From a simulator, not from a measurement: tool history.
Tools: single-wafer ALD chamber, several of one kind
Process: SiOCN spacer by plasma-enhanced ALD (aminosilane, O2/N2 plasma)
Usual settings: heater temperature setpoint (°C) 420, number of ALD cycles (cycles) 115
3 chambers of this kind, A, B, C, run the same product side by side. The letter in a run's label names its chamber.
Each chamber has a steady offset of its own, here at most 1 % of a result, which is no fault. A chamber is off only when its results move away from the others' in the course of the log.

run     day  heater temperature setpoint (°C)  number of ALD cycles (cycles)  read-back reference wafer on the same gauge, thickness_nm  mean film thickness on the monitor wafer (nm)
 1C   0.596                               420                            115                                                      7.443                                         6.5821
 2A   1.183                               420                            115                                                     7.4444                                         6.5333
 3B   1.692                               420                            115                                                     7.4431                                         6.5644
 4A   2.042                               420                            115                                                     7.4472                                         6.5458
 5B   2.633                               420                            115                                                     7.4479                                         6.5739
 6C   2.988                               420                            115                                                     7.4456                                         6.5776
 7A   3.288                               420                            115                                                     7.4481                                          6.547
 8C   3.583                               420                            115                                                     7.4482                                         6.5997
 9B   4.117                               425                             96                                                     7.4472                                         5.3998
10C   4.633                               425                             96                                                     7.4477                                         5.4056
11A   5.096                               425                             96                                                     7.4518                                         5.3736
12B   5.579                               420                            115                                                     7.4524                                         6.5656
13A   6.012                               420                            115                                                     7.4536                                         6.5585
14B   6.529                               420                            115                                                     7.4551                                         6.5683
15C   7.004                               420                            115                                                     7.4548                                         6.5766
16B   7.462                               420                            115                                                      7.452                                         6.5688
17C   7.767                               420                            115                                                     7.4557                                         6.5966
18A    8.25                               420                            115                                                     7.4572                                         6.5661
19C   8.621                               420                            115                                                     7.4569                                         6.6006
20A   9.088                               420                            135                                                     7.4591                                         7.6763
21B   9.379                               420                            135                                                     7.4578                                         7.7219
22B   9.858                               420                            135                                                     7.4609                                         7.7525
23C  10.192                               420                            115                                                      7.462                                         6.5989
24A  10.683                               420                            115                                                     7.4638                                         6.5456
25A  11.092                               420                            115                                                     7.4642                                         6.5643
26C  11.554                               426                            131                                                     7.4629                                         7.3577
27B  11.983                               426                            131                                                     7.4671                                          7.348
28A  12.242                               426                            131                                                     7.4644                                         7.3398
29B  12.779                               426                            107                                                      7.466                                         6.0055
30C  13.367                               426                            107                                                     7.4713                                         6.0221
31C  13.883                               426                            107                                                       7.47                                         6.0237
32B  14.479                               420                            115                                                     7.4693                                         6.5723
33A  14.775                               420                            115                                                     7.4713                                         6.5728
34B  15.142                               420                            115                                                     7.4738                                         6.5813
35C  15.517                               420                            130                                                     7.4706                                         7.4474
36A  15.979                               420                            130                                                     7.4764                                         7.4239
37B  16.454                               420                            130                                                     7.4746                                          7.437
38A  16.738                               420                            115                                                     7.4767                                         6.5595
39C  17.242                               420                            115                                                     7.4751                                         6.5993
40C  17.567                               420                            135                                                     7.4775                                         7.7604
41A  17.883                               420                            135                                                     7.4782                                         7.7078
42B  18.467                               420                            135                                                     7.4804                                         7.7546
43C  18.871                               420                            115                                                     7.4772                                          6.612
44B  19.221                               420                            115                                                     7.4812                                         6.5855

Next, every chamber runs the same settings. What will each give?
45A  19.65                               420                            132                                                                                                         ?
45B  19.65                               420                            132                                                                                                         ?
45C  19.65                               420                            132                                                                                                         ?

run  mean film thickness on the monitor wafer (nm)
45A                                         7.5429
45B                                         7.5814
45C                                         7.6021
